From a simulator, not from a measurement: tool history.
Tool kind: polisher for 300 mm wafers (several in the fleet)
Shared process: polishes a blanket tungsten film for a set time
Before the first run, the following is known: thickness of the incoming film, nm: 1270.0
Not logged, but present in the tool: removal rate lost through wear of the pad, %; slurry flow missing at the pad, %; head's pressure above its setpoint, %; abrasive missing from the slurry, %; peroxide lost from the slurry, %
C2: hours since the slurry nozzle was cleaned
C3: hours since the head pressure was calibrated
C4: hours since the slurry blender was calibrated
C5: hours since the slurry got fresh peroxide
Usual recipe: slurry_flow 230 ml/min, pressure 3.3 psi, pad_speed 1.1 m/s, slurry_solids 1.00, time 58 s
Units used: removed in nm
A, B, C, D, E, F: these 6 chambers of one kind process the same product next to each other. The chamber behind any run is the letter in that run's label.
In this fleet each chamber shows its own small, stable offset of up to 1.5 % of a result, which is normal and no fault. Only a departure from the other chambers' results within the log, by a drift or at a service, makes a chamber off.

{"day": 0.233, "done": "chamber D: head pressure recalibrated"}
{"run": "1E", "day": 0.421, "slurry_flow": 230, "pressure": 3.3, "pad_speed": 1.1, "slurry_solids": 1.0, "time": 58, "wafers polished on this pad": 257, "C2": 127.9, "C3": 344.5, "C4": 85.2, "C5": 140.3, "removed": 279.0}
{"day": 0.704, "done": "chamber E: slurry tank refilled with fresh slurry and peroxide"}
{"day": 0.754, "done": "chamber B: slurry tank refilled with fresh slurry and peroxide"}
{"run": "2B", "day": 0.888, "slurry_flow": 230, "pressure": 3.3, "pad_speed": 1.1, "slurry_solids": 1.0, "time": 58, "wafers polished on this pad": 611, "C2": 405.0, "C3": 411.6, "C4": 163.8, "C5": 3.2, "removed": 280.61}
{"day": 1.217, "done": "chamber F: slurry tank refilled with fresh slurry and peroxide"}
{"run": "3F", "day": 1.275, "slurry_flow": 230, "pressure": 3.3, "pad_speed": 1.1, "slurry_solids": 1.0, "time": 58, "wafers polished on this pad": 774, "C2": 433.3, "C3": 318.2, "C4": 397.9, "C5": 1.4, "removed": 276.29}
{"day": 1.638, "done": "chamber F: slurry blender recalibrated"}
{"day": 1.738, "done": "chamber E: slurry blender recalibrated"}
{"run": "4C", "day": 1.746, "slurry_flow": 230, "pressure": 3.3, "pad_speed": 1.1, "slurry_solids": 1.0, "time": 58, "wafers polished on this pad": 937, "C2": 185.0, "C3": 92.9, "C4": 213.7, "C5": 108.2, "removed": 279.83}
{"run": "5A", "day": 2.129, "slurry_flow": 230, "pressure": 3.3, "pad_speed": 1.1, "slurry_solids": 1.0, "time": 58, "wafers polished on this pad": 744, "C2": 151.2, "C3": 513.9, "C4": 150.5, "C5": 129.4, "removed": 278.49}
{"run": "6D", "day": 2.375, "slurry_flow": 230, "pressure": 3.3, "pad_speed": 1.1, "slurry_solids": 1.0, "time": 58, "wafers polished on this pad": 711, "C2": 198.9, "C3": 51.5, "C4": 139.8, "C5": 83.1, "removed": 280.29}
{"day": 2.425, "done": "chamber F: worn pad replaced by a new one"}
{"run": "7F", "day": 2.821, "slurry_flow": 230, "pressure": 3.3, "pad_speed": 1.1, "slurry_solids": 1.0, "time": 58, "wafers polished on this pad": 68, "C2": 470.4, "C3": 355.3, "C4": 28.4, "C5": 38.5, "removed": 280.07}
{"day": 3.046, "done": "chamber E: worn pad replaced by a new one"}
{"day": 3.175, "done": "chamber A: worn pad replaced by a new one"}
{"run": "8E", "day": 3.233, "slurry_flow": 230, "pressure": 3.3, "pad_speed": 1.1, "slurry_solids": 1.0, "time": 58, "wafers polished on this pad": 33, "C2": 195.4, "C3": 412.0, "C4": 35.9, "C5": 60.8, "removed": 281.79}
{"run": "9B", "day": 3.45, "slurry_flow": 230, "pressure": 3.3, "pad_speed": 1.1, "slurry_solids": 1.0, "time": 58, "wafers polished on this pad": 1054, "C2": 466.5, "C3": 473.1, "C4": 225.3, "C5": 64.7, "removed": 285.28}
{"day": 3.658, "done": "chamber D: worn pad replaced by a new one"}
{"day": 3.733, "done": "chamber B: slurry tank refilled with fresh slurry and peroxide"}
{"day": 3.833, "done": "chamber A: slurry tank refilled with fresh slurry and peroxide"}
{"run": "10D", "day": 3.888, "slurry_flow": 270, "pressure": 3.3, "pad_speed": 1.1, "slurry_solids": 1.25, "time": 58, "wafers polished on this pad": 40, "C2": 235.2, "C3": 87.8, "C4": 176.1, "C5": 119.4, "removed": 295.52}
{"day": 3.962, "done": "chamber C: worn pad replaced by a new one"}
{"run": "11A", "day": 4.108, "slurry_flow": 270, "pressure": 3.3, "pad_speed": 1.1, "slurry_solids": 1.25, "time": 58, "wafers polished on this pad": 161, "C2": 198.7, "C3": 561.4, "C4": 198.0, "C5": 6.7, "removed": 297.49}
{"day": 4.283, "done": "chamber E: slurry nozzle cleaned"}
{"run": "12C", "day": 4.388, "slurry_flow": 270, "pressure": 3.3, "pad_speed": 1.1, "slurry_solids": 1.25, "time": 58, "wafers polished on this pad": 74, "C2": 248.4, "C3": 156.3, "C4": 277.1, "C5": 171.6, "removed": 297.91}
{"day": 4.633, "done": "chamber A: slurry blender recalibrated"}
{"day": 4.767, "done": "chamber F: head pressure recalibrated"}
{"run": "13F", "day": 4.85, "slurry_flow": 270, "pressure": 3.3, "pad_speed": 1.1, "slurry_solids": 1.25, "time": 58, "wafers polished on this pad": 419, "C2": 519.1, "C3": 2.0, "C4": 77.1, "C5": 87.2, "removed": 322.34}
{"day": 5.183, "done": "chamber C: slurry tank refilled with fresh slurry and peroxide"}
{"day": 5.233, "done": "chamber B: worn pad replaced by a new one"}
{"run": "14D", "day": 5.246, "slurry_flow": 270, "pressure": 3.3, "pad_speed": 1.1, "slurry_solids": 1.25, "time": 58, "wafers polished on this pad": 275, "C2": 267.8, "C3": 120.4, "C4": 208.7, "C5": 152.0, "removed": 288.87}
{"day": 5.479, "done": "chamber E: slurry blender recalibrated"}
{"run": "15B", "day": 5.5, "slurry_flow": 270, "pressure": 3.3, "pad_speed": 1.1, "slurry_solids": 1.25, "time": 58, "wafers polished on this pad": 46, "C2": 515.7, "C3": 522.3, "C4": 274.5, "C5": 42.5, "removed": 304.85}
{"day": 5.696, "done": "chamber F: slurry nozzle cleaned"}
{"run": "16A", "day": 5.892, "slurry_flow": 230, "pressure": 3.3, "pad_speed": 1.1, "slurry_solids": 1.0, "time": 58, "wafers polished on this pad": 469, "C2": 241.5, "C3": 604.2, "C4": 30.2, "C5": 49.5, "removed": 279.11}
{"day": 6.258, "done": "chamber B: slurry tank refilled with fresh slurry and peroxide"}
{"run": "17E", "day": 6.262, "slurry_flow": 230, "pressure": 3.3, "pad_speed": 1.1, "slurry_solids": 1.0, "time": 58, "wafers polished on this pad": 557, "C2": 47.6, "C3": 484.7, "C4": 18.9, "C5": 133.5, "removed": 279.13}
{"run": "18C", "day": 6.596, "slurry_flow": 230, "pressure": 3.3, "pad_speed": 1.1, "slurry_solids": 1.0, "time": 58, "wafers polished on this pad": 456, "C2": 301.4, "C3": 209.3, "C4": 330.1, "C5": 33.9, "removed": 281.66}
{"day": 6.838, "done": "chamber D: slurry tank refilled with fresh slurry and peroxide"}
{"day": 6.854, "done": "chamber E: slurry tank refilled with fresh slurry and peroxide"}
{"day": 6.879, "done": "chamber C: slurry blender recalibrated"}
{"run": "19B", "day": 6.912, "slurry_flow": 230, "pressure": 3.3, "pad_speed": 1.1, "slurry_solids": 1.0, "time": 58, "wafers polished on this pad": 291, "C2": 549.6, "C3": 556.2, "C4": 308.4, "C5": 15.8, "removed": 279.76}
{"day": 7.183, "done": "chamber E: worn pad replaced by a new one"}
{"run": "20C", "day": 7.362, "slurry_flow": 230, "pressure": 3.3, "pad_speed": 1.1, "slurry_solids": 1.0, "time": 58, "wafers polished on this pad": 588, "C2": 319.8, "C3": 227.7, "C4": 11.6, "C5": 52.3, "removed": 279.88}
{"day": 7.446, "done": "chamber F: worn pad replaced by a new one"}
{"run": "21A", "day": 7.688, "slurry_flow": 270, "pressure": 3.3, "pad_speed": 1.1, "slurry_solids": 1.0, "time": 58, "wafers polished on this pad": 780, "C2": 284.6, "C3": 647.3, "C4": 73.3, "C5": 92.6, "removed": 280.95}
{"day": 7.733, "done": "chamber C: slurry nozzle cleaned"}
{"day": 7.883, "done": "chamber F: slurry tank refilled with fresh slurry and peroxide"}
{"run": "22E", "day": 7.992, "slurry_flow": 270, "pressure": 3.3, "pad_speed": 1.1, "slurry_solids": 1.0, "time": 58, "wafers polished on this pad": 140, "C2": 89.1, "C3": 526.2, "C4": 60.4, "C5": 27.3, "removed": 284.91}
{"run": "23F", "day": 8.45, "slurry_flow": 270, "pressure": 3.3, "pad_speed": 1.1, "slurry_solids": 1.0, "time": 58, "wafers polished on this pad": 173, "C2": 66.1, "C3": 88.4, "C4": 163.5, "C5": 13.7, "removed": 306.49}
{"day": 8.625, "done": "chamber B: slurry nozzle cleaned"}
{"run": "24D", "day": 8.862, "slurry_flow": 270, "pressure": 3.3, "pad_speed": 1.1, "slurry_solids": 1.0, "time": 58, "wafers polished on this pad": 900, "C2": 354.6, "C3": 207.2, "C4": 295.5, "C5": 48.6, "removed": 277.27}
{"day": 9.179, "done": "chamber A: worn pad replaced by a new one"}
{"run": "25D", "day": 9.262, "slurry_flow": 270, "pressure": 3.3, "pad_speed": 1.1, "slurry_solids": 1.0, "time": 58, "wafers polished on this pad": 970, "C2": 364.2, "C3": 216.8, "C4": 305.1, "C5": 58.2, "removed": 283.22}
{"day": 9.296, "done": "chamber B: slurry tank refilled with fresh slurry and peroxide"}
{"day": 9.354, "done": "chamber D: worn pad replaced by a new one"}
{"day": 9.375, "done": "chamber E: slurry blender recalibrated"}
{"run": "26C", "day": 9.517, "slurry_flow": 270, "pressure": 3.3, "pad_speed": 1.1, "slurry_solids": 1.0, "time": 58, "wafers polished on this pad": 961, "C2": 42.8, "C3": 279.4, "C4": 63.3, "C5": 104.0, "removed": 280.43}
{"run": "27A", "day": 9.875, "slurry_flow": 230, "pressure": 3.3, "pad_speed": 1.1, "slurry_solids": 1.0, "time": 58, "wafers polished on this pad": 120, "C2": 337.1, "C3": 699.8, "C4": 125.8, "C5": 145.1, "removed": 278.94}
{"run": "28E", "day": 10.204, "slurry_flow": 230, "pressure": 3.3, "pad_speed": 1.1, "slurry_solids": 1.0, "time": 58, "wafers polished on this pad": 523, "C2": 142.2, "C3": 579.3, "C4": 20.0, "C5": 80.4, "removed": 284.57}
{"day": 10.642, "done": "chamber A: head pressure recalibrated"}
{"run": "29B", "day": 10.671, "slurry_flow": 230, "pressure": 3.3, "pad_speed": 1.1, "slurry_solids": 1.0, "time": 58, "wafers polished on this pad": 941, "C2": 49.1, "C3": 646.4, "C4": 398.6, "C5": 33.0, "removed": 285.38}
{"day": 10.838, "done": "chamber E: worn pad replaced by a new one"}
{"run": "30F", "day": 10.958, "slurry_flow": 230, "pressure": 3.3, "pad_speed": 1.1, "slurry_solids": 1.0, "time": 58, "wafers polished on this pad": 607, "C2": 126.3, "C3": 148.6, "C4": 223.7, "C5": 73.9, "removed": 301.96}
{"day": 11.296, "done": "chamber A: slurry tank refilled with fresh slurry and peroxide"}
{"run": "31F", "day": 11.35, "slurry_flow": 230, "pressure": 3.3, "pad_speed": 1.1, "slurry_solids": 1.0, "time": 58, "wafers polished on this pad": 675, "C2": 135.7, "C3": 158.0, "C4": 233.1, "C5": 83.3, "removed": 300.74}
{"run": "32E", "day": 11.583, "slurry_flow": 230, "pressure": 3.3, "pad_speed": 1.1, "slurry_solids": 1.0, "time": 58, "wafers polished on this pad": 129, "C2": 175.3, "C3": 612.4, "C4": 53.1, "C5": 113.5, "removed": 274.55}
{"day": 11.6, "done": "chamber B: head pressure recalibrated"}
{"day": 11.629, "done": "chamber C: worn pad replaced by a new one"}
{"day": 11.942, "done": "chamber B: slurry blender recalibrated"}
{"run": "33A", "day": 11.971, "slurry_flow": 230, "pressure": 3.3, "pad_speed": 1.1, "slurry_solids": 1.0, "time": 58, "wafers polished on this pad": 482, "C2": 387.4, "C3": 32.0, "C4": 176.1, "C5": 16.3, "removed": 280.9}
{"day": 11.979, "done": "chamber B: slurry tank refilled with fresh slurry and peroxide"}
{"run": "34B", "day": 12.292, "slurry_flow": 230, "pressure": 3.3, "pad_speed": 1.1, "slurry_solids": 1.0, "time": 58, "wafers polished on this pad": 1221, "C2": 88.0, "C3": 16.6, "C4": 8.5, "C5": 7.6, "removed": 285.43}
{"run": "35C", "day": 12.583, "slurry_flow": 165, "pressure": 3.3, "pad_speed": 1.1, "slurry_solids": 1.0, "time": 58, "wafers polished on this pad": 165, "C2": 116.4, "C3": 353.0, "C4": 136.9, "C5": 177.6, "removed": 260.09}
{"day": 12.6, "done": "chamber E: slurry tank refilled with fresh slurry and peroxide"}
{"day": 12.771, "done": "chamber B: worn pad replaced by a new one"}
{"day": 12.954, "done": "chamber D: slurry blender recalibrated"}
{"run": "36D", "day": 13.05, "slurry_flow": 165, "pressure": 3.3, "pad_speed": 1.1, "slurry_solids": 1.0, "time": 58, "wafers polished on this pad": 639, "C2": 455.1, "C3": 307.7, "C4": 2.4, "C5": 149.1, "removed": 259.77}
{"run": "37E", "day": 13.283, "slurry_flow": 165, "pressure": 3.3, "pad_speed": 1.1, "slurry_solids": 1.0, "time": 58, "wafers polished on this pad": 423, "C2": 216.1, "C3": 653.2, "C4": 93.9, "C5": 16.5, "removed": 265.08}
{"run": "38C", "day": 13.575, "slurry_flow": 165, "pressure": 3.3, "pad_speed": 1.1, "slurry_solids": 1.0, "time": 58, "wafers polished on this pad": 336, "C2": 140.2, "C3": 376.8, "C4": 160.7, "C5": 201.4, "removed": 266.21}
{"run": "39B", "day": 13.904, "slurry_flow": 165, "pressure": 3.3, "pad_speed": 1.1, "slurry_solids": 1.0, "time": 58, "wafers polished on this pad": 196, "C2": 126.7, "C3": 55.3, "C4": 47.2, "C5": 46.3, "removed": 271.56}

Next, every chamber runs the same settings. What will each give?
{"run": "40A", "day": 14.238, "slurry_flow": 230, "pressure": 2.8, "pad_speed": 1.1, "slurry_solids": 1.0, "time": 58, "removed": "?"}
{"run": "40B", "day": 14.238, "slurry_flow": 230, "pressure": 2.8, "pad_speed": 1.1, "slurry_solids": 1.0, "time": 58, "removed": "?"}
{"run": "40C", "day": 14.238, "slurry_flow": 230, "pressure": 2.8, "pad_speed": 1.1, "slurry_solids": 1.0, "time": 58, "removed": "?"}
{"run": "40D", "day": 14.238, "slurry_flow": 230, "pressure": 2.8, "pad_speed": 1.1, "slurry_solids": 1.0, "time": 58, "removed": "?"}
{"run": "40E", "day": 14.238, "slurry_flow": 230, "pressure": 2.8, "pad_speed": 1.1, "slurry_solids": 1.0, "time": 58, "removed": "?"}
{"run": "40F", "day": 14.238, "slurry_flow": 230, "pressure": 2.8, "pad_speed": 1.1, "slurry_solids": 1.0, "time": 58, "removed": "?"}

run=40A removed=240.05
run=40B removed=235.93
run=40C removed=234.71
run=40D removed=235.05
run=40E removed=243.93
run=40F removed=259.28

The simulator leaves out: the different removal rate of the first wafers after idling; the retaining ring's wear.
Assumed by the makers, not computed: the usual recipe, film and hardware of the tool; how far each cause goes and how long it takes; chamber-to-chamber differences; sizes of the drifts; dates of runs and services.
